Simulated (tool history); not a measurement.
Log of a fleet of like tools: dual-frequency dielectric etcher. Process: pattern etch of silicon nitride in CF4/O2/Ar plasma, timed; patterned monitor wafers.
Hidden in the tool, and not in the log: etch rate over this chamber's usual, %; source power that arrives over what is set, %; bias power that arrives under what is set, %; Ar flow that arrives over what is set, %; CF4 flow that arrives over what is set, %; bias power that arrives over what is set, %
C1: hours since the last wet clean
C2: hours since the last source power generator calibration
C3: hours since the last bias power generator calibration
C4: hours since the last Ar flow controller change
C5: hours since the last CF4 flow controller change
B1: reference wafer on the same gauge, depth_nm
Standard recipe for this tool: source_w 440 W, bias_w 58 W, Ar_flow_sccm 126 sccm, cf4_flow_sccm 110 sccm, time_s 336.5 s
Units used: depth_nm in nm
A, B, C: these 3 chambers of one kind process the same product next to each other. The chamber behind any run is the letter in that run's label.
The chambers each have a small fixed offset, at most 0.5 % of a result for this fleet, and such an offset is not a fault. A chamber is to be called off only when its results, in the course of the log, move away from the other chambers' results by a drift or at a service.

-- hour=6.1 chamber C: wet clean of the chamber
run 1A hour=8 | source_w=440 bias_w=58 Ar_flow_sccm=126 cf4_flow_sccm=110 time_s=336.5 | C1=299.3 C2=1680.7 C3=2034.4 C4=1183.7 C5=99.6 | B1=676.98 | depth_nm=594.42
-- hour=13.6 chamber B: wet clean of the chamber
run 2B hour=22.9 | source_w=440 bias_w=58 Ar_flow_sccm=126 cf4_flow_sccm=110 time_s=336.5 | C1=9.3 C2=706.3 C3=256.8 C4=1698.2 C5=3029.3 | B1=676.77 | depth_nm=593.54
run 3C hour=37 | source_w=440 bias_w=58 Ar_flow_sccm=126 cf4_flow_sccm=110 time_s=336.5 | C1=31 C2=3534.1 C3=491.4 C4=295.7 C5=4769.4 | B1=676.5 | depth_nm=595.5
run 4B hour=48.4 | source_w=440 bias_w=58 Ar_flow_sccm=126 cf4_flow_sccm=110 time_s=336.5 | C1=34.8 C2=731.8 C3=282.3 C4=1723.7 C5=3054.8 | B1=676.21 | depth_nm=594.48
run 5A hour=61.7 | source_w=440 bias_w=58 Ar_flow_sccm=126 cf4_flow_sccm=110 time_s=336.5 | C1=353 C2=1734.4 C3=2088.1 C4=1237.4 C5=153.3 | B1=676.24 | depth_nm=592.31
run 6C hour=69.8 | source_w=440 bias_w=58 Ar_flow_sccm=126 cf4_flow_sccm=110 time_s=336.5 | C1=63.8 C2=3566.9 C3=524.2 C4=328.5 C5=4802.2 | B1=675.88 | depth_nm=595
run 7A hour=81.1 | source_w=440 bias_w=58 Ar_flow_sccm=126 cf4_flow_sccm=110 time_s=336.5 | C1=372.4 C2=1753.8 C3=2107.5 C4=1256.8 C5=172.7 | B1=675.9 | depth_nm=594.64
run 8C hour=88.9 | source_w=440 bias_w=58 Ar_flow_sccm=126 cf4_flow_sccm=110 time_s=336.5 | C1=82.9 C2=3586 C3=543.3 C4=347.6 C5=4821.3 | B1=675.33 | depth_nm=596.1
run 9B hour=99.9 | source_w=440 bias_w=58 Ar_flow_sccm=126 cf4_flow_sccm=110 time_s=336.5 | C1=86.3 C2=783.3 C3=333.8 C4=1775.2 C5=3106.3 | B1=675.47 | depth_nm=592.32
-- hour=111.4 chamber A: wet clean of the chamber
run 10A hour=114.3 | source_w=440 bias_w=58 Ar_flow_sccm=126 cf4_flow_sccm=110 time_s=336.5 | C1=2.9 C2=1787 C3=2140.7 C4=1290 C5=205.9 | B1=675.06 | depth_nm=593.44
run 11C hour=121.7 | source_w=440 bias_w=58 Ar_flow_sccm=126 cf4_flow_sccm=110 time_s=336.5 | C1=115.7 C2=3618.8 C3=576.1 C4=380.4 C5=4854.1 | B1=675.31 | depth_nm=594.91
run 12B hour=135 | source_w=440 bias_w=58 Ar_flow_sccm=126 cf4_flow_sccm=110 time_s=336.5 | C1=121.4 C2=818.4 C3=368.9 C4=1810.3 C5=3141.4 | B1=675.09 | depth_nm=594.5
run 13B hour=143.4 | source_w=440 bias_w=58 Ar_flow_sccm=126 cf4_flow_sccm=110 time_s=336.5 | C1=129.8 C2=826.8 C3=377.3 C4=1818.7 C5=3149.8 | B1=674.81 | depth_nm=592.38
run 14A hour=156.1 | source_w=440 bias_w=58 Ar_flow_sccm=126 cf4_flow_sccm=110 time_s=336.5 | C1=44.7 C2=1828.8 C3=2182.5 C4=1331.8 C5=247.7 | B1=674.47 | depth_nm=591.65
run 15C hour=168.1 | source_w=440 bias_w=58 Ar_flow_sccm=126 cf4_flow_sccm=110 time_s=336.5 | C1=162.1 C2=3665.2 C3=622.5 C4=426.8 C5=4900.5 | B1=674.4 | depth_nm=594.54
run 16B hour=175.6 | source_w=440 bias_w=58 Ar_flow_sccm=126 cf4_flow_sccm=110 time_s=336.5 | C1=162 C2=859 C3=409.5 C4=1850.9 C5=3182 | B1=674.21 | depth_nm=592.22
run 17C hour=185.2 | source_w=440 bias_w=58 Ar_flow_sccm=126 cf4_flow_sccm=110 time_s=336.5 | C1=179.2 C2=3682.3 C3=639.6 C4=443.9 C5=4917.6 | B1=674.43 | depth_nm=594.33
run 18A hour=197.1 | source_w=440 bias_w=58 Ar_flow_sccm=126 cf4_flow_sccm=110 time_s=336.5 | C1=85.7 C2=1869.8 C3=2223.5 C4=1372.8 C5=288.7 | B1=673.98 | depth_nm=593.17
run 19C hour=204.6 | source_w=440 bias_w=58 Ar_flow_sccm=126 cf4_flow_sccm=110 time_s=336.5 | C1=198.6 C2=3701.7 C3=659 C4=463.3 C5=4937 | B1=673.52 | depth_nm=594.45
run 20B hour=214.4 | source_w=440 bias_w=58 Ar_flow_sccm=156 cf4_flow_sccm=110 time_s=336.5 | C1=200.8 C2=897.8 C3=448.3 C4=1889.7 C5=3220.8 | B1=673.59 | depth_nm=577.96
run 21A hour=228.2 | source_w=440 bias_w=58 Ar_flow_sccm=156 cf4_flow_sccm=110 time_s=336.5 | C1=116.8 C2=1900.9 C3=2254.6 C4=1403.9 C5=319.8 | B1=673.69 | depth_nm=576.65
-- hour=236.8 chamber C: CF4 flow controller replaced
run 22A hour=236.8 | source_w=440 bias_w=58 Ar_flow_sccm=156 cf4_flow_sccm=110 time_s=336.5 | C1=125.4 C2=1909.5 C3=2263.2 C4=1412.5 C5=328.4 | B1=673.43 | depth_nm=577.08
run 23C hour=246.9 | source_w=440 bias_w=50 Ar_flow_sccm=126 cf4_flow_sccm=110 time_s=417.5 | C1=240.9 C2=3744 C3=701.3 C4=505.6 C5=10.1 | B1=673.13 | depth_nm=696.76
run 24B hour=254.9 | source_w=440 bias_w=50 Ar_flow_sccm=126 cf4_flow_sccm=110 time_s=417.5 | C1=241.3 C2=938.3 C3=488.8 C4=1930.2 C5=3261.3 | B1=672.63 | depth_nm=692.13

Next, every chamber runs the same settings. What will each give?
run 25A hour=266.7 | source_w=440 bias_w=58 Ar_flow_sccm=126 cf4_flow_sccm=110 time_s=336.5 | depth_nm=?
run 25B hour=266.7 | source_w=440 bias_w=58 Ar_flow_sccm=126 cf4_flow_sccm=110 time_s=336.5 | depth_nm=?
run 25C hour=266.7 | source_w=440 bias_w=58 Ar_flow_sccm=126 cf4_flow_sccm=110 time_s=336.5 | depth_nm=?

run=25A depth_nm=591.36
run=25B depth_nm=591.03
run=25C depth_nm=594.83
